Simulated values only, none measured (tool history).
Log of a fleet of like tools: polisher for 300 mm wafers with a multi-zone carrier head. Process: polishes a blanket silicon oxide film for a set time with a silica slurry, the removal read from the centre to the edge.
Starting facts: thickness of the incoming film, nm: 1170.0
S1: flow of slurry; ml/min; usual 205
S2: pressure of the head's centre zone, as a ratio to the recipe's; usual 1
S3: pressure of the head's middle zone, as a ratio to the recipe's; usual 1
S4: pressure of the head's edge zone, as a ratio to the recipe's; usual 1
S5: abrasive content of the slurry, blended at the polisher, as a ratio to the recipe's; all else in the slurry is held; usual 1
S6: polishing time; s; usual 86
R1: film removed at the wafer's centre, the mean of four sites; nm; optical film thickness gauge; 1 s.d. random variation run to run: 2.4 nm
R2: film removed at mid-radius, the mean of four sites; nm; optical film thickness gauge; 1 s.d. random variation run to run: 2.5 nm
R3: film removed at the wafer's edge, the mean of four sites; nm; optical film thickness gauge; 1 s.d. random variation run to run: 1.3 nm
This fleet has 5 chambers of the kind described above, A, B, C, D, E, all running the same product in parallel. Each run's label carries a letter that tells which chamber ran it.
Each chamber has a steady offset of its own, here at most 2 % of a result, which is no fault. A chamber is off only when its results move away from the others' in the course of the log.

run,hour,S1,S2,S3,S4,S5,S6,R1,R2,R3
1D,6.2,205,1,1,1,1,86,184.49,180.39,182.9
# hour 8.4: chamber A: centre zone pressure recalibrated
2C,13.5,205,1,1,1,1,86,182.88,177.87,181.58
3E,19,205,1,1,1,1,86,184.96,186.12,183.48
4A,26.5,205,1,1,1,1,86,182.41,188.15,180.9
# hour 27.2: chamber B: worn pad replaced by a new one
5B,32.8,205,1,1,1,1,86,178.16,181.53,183.7
6A,37.9,205,1,1,1,1,86,186.85,186.34,179.6
7B,45.9,205,1,1,1,1,86,181.23,185.72,182.15
8D,50.2,205,1,1,1,1,86,183.93,189.53,181.97
# hour 57.6: chamber B: centre zone pressure recalibrated
9C,57.6,205,1,1,1.07,1,86,181.7,175.8,185.74
10E,64.4,205,1,1,1.07,1,86,181.46,180.46,188.39
# hour 65.1: chamber A: worn pad replaced by a new one
11C,69,205,1,1,1.07,1,86,184.92,178.96,186.64
# hour 73.8: chamber C: worn pad replaced by a new one
12E,74.9,205,1,1,1.07,1,86,183.56,189.03,189.56
# hour 81.9: chamber D: worn pad replaced by a new one
13B,82.6,205,1,1,1.07,1,86,180.34,179.61,192.23
14D,89.4,205,1,1,1,1,86,187.87,183.35,184.77
# hour 91.6: chamber E: worn pad replaced by a new one
# hour 93.4: chamber E: edge zone pressure recalibrated
15A,94.8,205,1,1,1,1,86,179.6,187.56,180.24
16A,99.1,205,1,1,1,1,86,183.04,186.16,181.4
17E,103,205,1,1,1,1,86,181.48,184.62,184.76
18C,109.4,205,1,1,1.06,1,63,136.75,134.86,136.97
19B,116.2,205,1,1,1.06,1,63,133.66,132.72,137.42
20D,121.4,205,1,1,1.06,1,63,142.29,136.8,138.89
# hour 124.9: chamber B: worn pad replaced by a new one
21C,125.9,205,1,1,1.06,1,63,132.49,129.89,136.81
22B,133.7,205,1,1,1.06,1,63,131.61,132.12,139.88
23E,137.7,205,1,1.05,1,1,61,128.78,136.07,132.22
24D,146,205,1,1.05,1,1,61,136.79,136.59,129.65
25A,150,205,1,1.05,1,1,61,127.81,137.37,128.28
26D,155.1,205,1,1.05,1,1,61,136.28,134.24,130.87
# hour 160: chamber C: worn pad replaced by a new one
27B,160.4,205,1,1.05,1,1,61,125.63,135.85,129.47
28A,168.5,205,1,1,1,1,86,181.3,181.8,181.88
# hour 169.5: chamber A: worn pad replaced by a new one
29C,175.8,205,1,1,1,1,86,184.34,178.83,180.66
30E,179.4,205,1,1,1,1,86,185.01,183.78,183.91
# hour 183.3: chamber D: worn pad replaced by a new one
31C,185.3,205,1,1,1,1,86,186.84,182.25,180.6
32A,193.3,205,1,1,1,1,86,187.5,183.66,180.31
33B,197.1,205,1,1,1,1,86,176.06,180.57,183.49
34E,202.9,205,1,1,1,1,86,184.61,181.4,183.56
# hour 204: chamber B: worn pad replaced by a new one
35D,209.3,205,1,1,1,1,86,198.22,182.37,181.45
# hour 213.3: chamber E: worn pad replaced by a new one
36D,216.5,205,1,1,1,1,86,197.48,177.08,185.68
37C,222.2,205,1,1,1,1,86,182.1,181.8,179.78
38A,227.2,205,1,1,1,1,86,181.7,185.81,178.98
39B,232.1,205,1,1,1,1,86,177.97,182.73,183.52
40E,239.5,205,1,1,1,1,86,188.35,181.97,183.68
41E,246.5,205,1,1,1,1,86,183.64,189.3,183.86
42A,251.2,205,1,1,1,1,86,186.56,185.61,180.32
43B,257.2,205,1,1,1,1,86,180.39,180.13,181.88

All chambers now run identical settings, listed one chamber a line with results as question marks. What results will each chamber show?
44A,263.1,205,1,1,1,1,86,?,?,?
44B,263.1,205,1,1,1,1,86,?,?,?
44C,263.1,205,1,1,1,1,86,?,?,?
44D,263.1,205,1,1,1,1,86,?,?,?
44E,263.1,205,1,1,1,1,86,?,?,?

run,R1,R2,R3
44A,182.02,182.09,180.86
44B,180.47,181.04,181.77
44C,180.64,178.77,179.93
44D,204.22,183.51,181.82
44E,184.46,182.86,185.26
